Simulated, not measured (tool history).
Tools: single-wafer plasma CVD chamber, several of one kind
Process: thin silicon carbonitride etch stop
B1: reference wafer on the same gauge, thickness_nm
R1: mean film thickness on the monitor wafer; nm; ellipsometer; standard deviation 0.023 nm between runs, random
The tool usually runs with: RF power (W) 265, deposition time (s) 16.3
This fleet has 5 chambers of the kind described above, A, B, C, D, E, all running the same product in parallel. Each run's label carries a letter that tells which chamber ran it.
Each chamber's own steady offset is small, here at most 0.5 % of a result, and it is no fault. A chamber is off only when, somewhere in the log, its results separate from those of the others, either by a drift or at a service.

Run 1C, hour 6.8: usual settings; B1 8.7968. Result: R1 10.091 nm.
Run 2D, hour 15.3: usual settings; B1 8.8024. Result: R1 10.148 nm.
Run 3A, hour 26.7: usual settings; B1 8.8012. Result: R1 10.069 nm.
Run 4E, hour 35: usual settings; B1 8.8054. Result: R1 10.07 nm.
Run 5B, hour 40.9: usual settings but deposition time (s) 14; B1 8.8034. Result: R1 8.7131 nm.
Run 6C, hour 47.1: usual settings but deposition time (s) 14; B1 8.802. Result: R1 8.6893 nm.
Run 7E, hour 52.4: usual settings but deposition time (s) 14; B1 8.8002. Result: R1 8.687 nm.
Run 8D, hour 61.2: usual settings but deposition time (s) 14; B1 8.7972. Result: R1 8.7194 nm.
Run 9B, hour 66.7: usual settings but deposition time (s) 14; B1 8.7982. Result: R1 8.671 nm.
Run 10A, hour 72.8: usual settings; B1 8.8006. Result: R1 10.07 nm.
Run 11D, hour 78.2: usual settings; B1 8.8. Result: R1 10.14 nm.
Run 12C, hour 86.9: usual settings; B1 8.799. Result: R1 10.114 nm.
Run 13B, hour 94: usual settings; B1 8.8. Result: R1 10.096 nm.
Run 14A, hour 104.1: usual settings; B1 8.805. Result: R1 10.046 nm.
Run 15E, hour 115.3: usual settings but RF power (W) 235, deposition time (s) 14.5; B1 8.8035. Result: R1 8.6822 nm.
Run 16B, hour 120.6: usual settings but RF power (W) 235, deposition time (s) 14.5; B1 8.7974. Result: R1 8.7484 nm.
Run 17A, hour 130.1: usual settings but RF power (W) 235, deposition time (s) 14.5; B1 8.7983. Result: R1 8.5847 nm.
Run 18D, hour 141.4: usual settings but RF power (W) 235, deposition time (s) 14.5; B1 8.8037. Result: R1 8.7291 nm.
At hour 141.9: chamber C: RF generator calibrated.
Run 19E, hour 149: usual settings but RF power (W) 235, deposition time (s) 14.5; B1 8.8015. Result: R1 8.6605 nm.
Run 20C, hour 155.6: usual settings; B1 8.8005. Result: R1 10.1 nm.
Run 21C, hour 164.6: usual settings but RF power (W) 290, deposition time (s) 19.2; B1 8.7978. Result: R1 12.242 nm.
Run 22E, hour 174.7: usual settings but RF power (W) 290, deposition time (s) 19.2; B1 8.8004. Result: R1 12.18 nm.
Run 23D, hour 186: usual settings but RF power (W) 290, deposition time (s) 19.2; B1 8.7957. Result: R1 12.335 nm.
Run 24A, hour 191.8: usual settings but RF power (W) 290, deposition time (s) 19.2; B1 8.8007. Result: R1 12.112 nm.
Run 25B, hour 202.1: usual settings but RF power (W) 290, deposition time (s) 19.2; B1 8.8047. Result: R1 12.252 nm.
Run 26C, hour 210.3: usual settings; B1 8.8011. Result: R1 10.081 nm.
Run 27B, hour 219.2: usual settings; B1 8.801. Result: R1 10.123 nm.
Run 28D, hour 230.4: usual settings; B1 8.8031. Result: R1 10.117 nm.
Run 29A, hour 237.1: usual settings; B1 8.7989. Result: R1 10.001 nm.
Run 30E, hour 247.7: usual settings; B1 8.8052. Result: R1 10.084 nm.
Run 31D, hour 259.2: usual settings; B1 8.7987. Result: R1 10.114 nm.
Run 32B, hour 268.8: usual settings; B1 8.8024. Result: R1 10.143 nm.
Run 33A, hour 276.4: usual settings; B1 8.7973. Result: R1 9.9549 nm.
Run 34C, hour 287: usual settings; B1 8.8003. Result: R1 10.113 nm.
Run 35E, hour 298.5: usual settings; B1 8.8029. Result: R1 10.057 nm.
Run 36B, hour 308: usual settings; B1 8.7976. Result: R1 10.147 nm.
Run 37C, hour 315: usual settings; B1 8.8084. Result: R1 10.104 nm.
Run 38D, hour 326.2: usual settings; B1 8.8048. Result: R1 10.13 nm.
Run 39A, hour 337.5: usual settings; B1 8.8019. Result: R1 9.9209 nm.
Run 40E, hour 347: usual settings; B1 8.7977. Result: R1 10.114 nm.
Run 41A, hour 356: usual settings; B1 8.7962. Result: R1 9.8588 nm.
Run 42E, hour 367.2: usual settings; B1 8.7985. Result: R1 10.098 nm.

Does one chamber stand apart from the rest, does the shared gauge drift, or is all well apart from small per-chamber offsets? Give the chamber and the most likely cause, where there is one.

Little by little, chamber A moves away from the other chambers.
Likeliest cause: delivered RF power below the setpoint (%) = 5.98.

Which of the 4 candidates below, each the usual settings with something changed and its results left as question marks, puts chamber A back in line with what the other chambers give on the usual settings?
A result is in line if it is within this distance of the other chambers' mean on the usual settings: R1 0.081 nm
Run 43A-1, hour 375.4: usual settings but deposition time (s) 16.5. Result: R1 ?.
Run 43A-2, hour 375.4: usual settings but deposition time (s) 16.1. Result: R1 ?.
Run 43A-3, hour 375.4: usual settings but deposition time (s) 16.7. Result: R1 ?.
Run 43A-4, hour 375.4: usual settings but deposition time (s) 15.9. Result: R1 ?.

Usual-settings mean across the other chambers: R1 10.112 nm
  run      R1
43A-1  10.009
43A-2  9.7664
43A-3   10.13
43A-4  9.6451
With 43A-3, the chamber falls back in line with the rest.
